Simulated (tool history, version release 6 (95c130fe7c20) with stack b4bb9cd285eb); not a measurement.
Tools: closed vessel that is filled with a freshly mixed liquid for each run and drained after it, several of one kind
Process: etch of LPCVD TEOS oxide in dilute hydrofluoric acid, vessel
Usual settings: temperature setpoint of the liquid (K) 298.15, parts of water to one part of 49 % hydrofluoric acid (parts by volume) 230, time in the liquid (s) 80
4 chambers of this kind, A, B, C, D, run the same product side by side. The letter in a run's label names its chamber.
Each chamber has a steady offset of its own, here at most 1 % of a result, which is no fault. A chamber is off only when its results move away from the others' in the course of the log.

run,day,temperature setpoint of the liquid (K),parts of water to one part of 49 % hydrofluoric acid (parts by volume),time in the liquid (s),"read-back film thickness of the LPCVD TEOS oxide reference wafer, read on the same gauge (nm)",thickness taken off the LPCVD TEOS oxide on a monitor wafer (Å)
1D,0.108,298.15,230,80,149.95,140.34
2B,0.312,298.15,230,80,150.04,139.34
3C,0.525,298.15,230,80,149.98,137.74
4A,0.696,298.15,230,80,150.00,135.94
5B,0.921,298.15,230,80,150.04,140.37
6A,1.150,298.15,230,80,149.99,136.61
7D,1.379,298.15,230,80,150.01,142.37
8C,1.562,298.15,230,80,150.00,139.88
9A,1.742,298.15,230,80,150.02,138.04
10B,1.933,298.15,230,80,149.98,139.63
11D,2.062,302.65,190,80,149.98,205.77
12C,2.258,302.65,190,80,150.01,212.97
13A,2.454,302.65,190,80,150.02,203.99
14D,2.675,302.65,190,80,150.04,210.28
15B,2.808,298.15,230,80,150.05,139.72
16C,2.988,298.15,230,120,149.99,215.40
17C,3.146,298.15,230,120,149.94,216.82
# day 3.333: chamber B: hydrofluoric acid flow meter replaced
18B,3.338,298.15,230,120,150.02,210.82
19D,3.496,298.15,230,120,149.95,208.87
20A,3.642,298.15,230,80,150.02,135.62
21B,3.871,301.15,230,55,149.99,106.34
22A,4.012,301.15,230,55,149.99,106.03
23D,4.117,301.15,230,55,150.01,106.29
24C,4.296,301.15,230,55,149.97,112.31
25A,4.521,298.15,230,80,150.02,135.53
26C,4.679,298.15,230,80,149.99,148.07
27B,4.896,298.15,230,80,150.04,140.05
28D,5.075,298.15,230,80,150.01,141.09
29B,5.275,298.15,230,80,149.95,139.27
30C,5.383,298.15,230,80,150.00,150.00
31D,5.512,298.15,230,80,150.02,137.79
32A,5.692,298.15,230,80,150.01,137.02
33A,5.896,298.15,230,80,149.97,138.37
34D,6.108,298.15,230,80,150.00,139.33
35C,6.267,298.15,320,105,150.02,134.67
36B,6.396,298.15,320,105,150.01,118.71
37B,6.538,298.15,320,105,150.00,117.93
38C,6.638,298.15,320,105,149.98,132.87
39D,6.762,298.15,230,80,149.98,137.64
40A,6.871,298.15,230,80,150.05,133.75
41A,6.988,298.15,130,125,150.01,419.54
42C,7.108,298.15,130,125,150.01,473.97
43B,7.221,298.15,130,125,150.01,437.41

All 4 chambers run these settings next. Forecast each chamber's results:
44A,7.392,295.65,230,80,,?
44B,7.392,295.65,230,80,,?
44C,7.392,295.65,230,80,,?
44D,7.392,295.65,230,80,,?

run,thickness taken off the LPCVD TEOS oxide on a monitor wafer (Å)
44A,124.86
44B,127.77
44C,140.93
44D,127.77
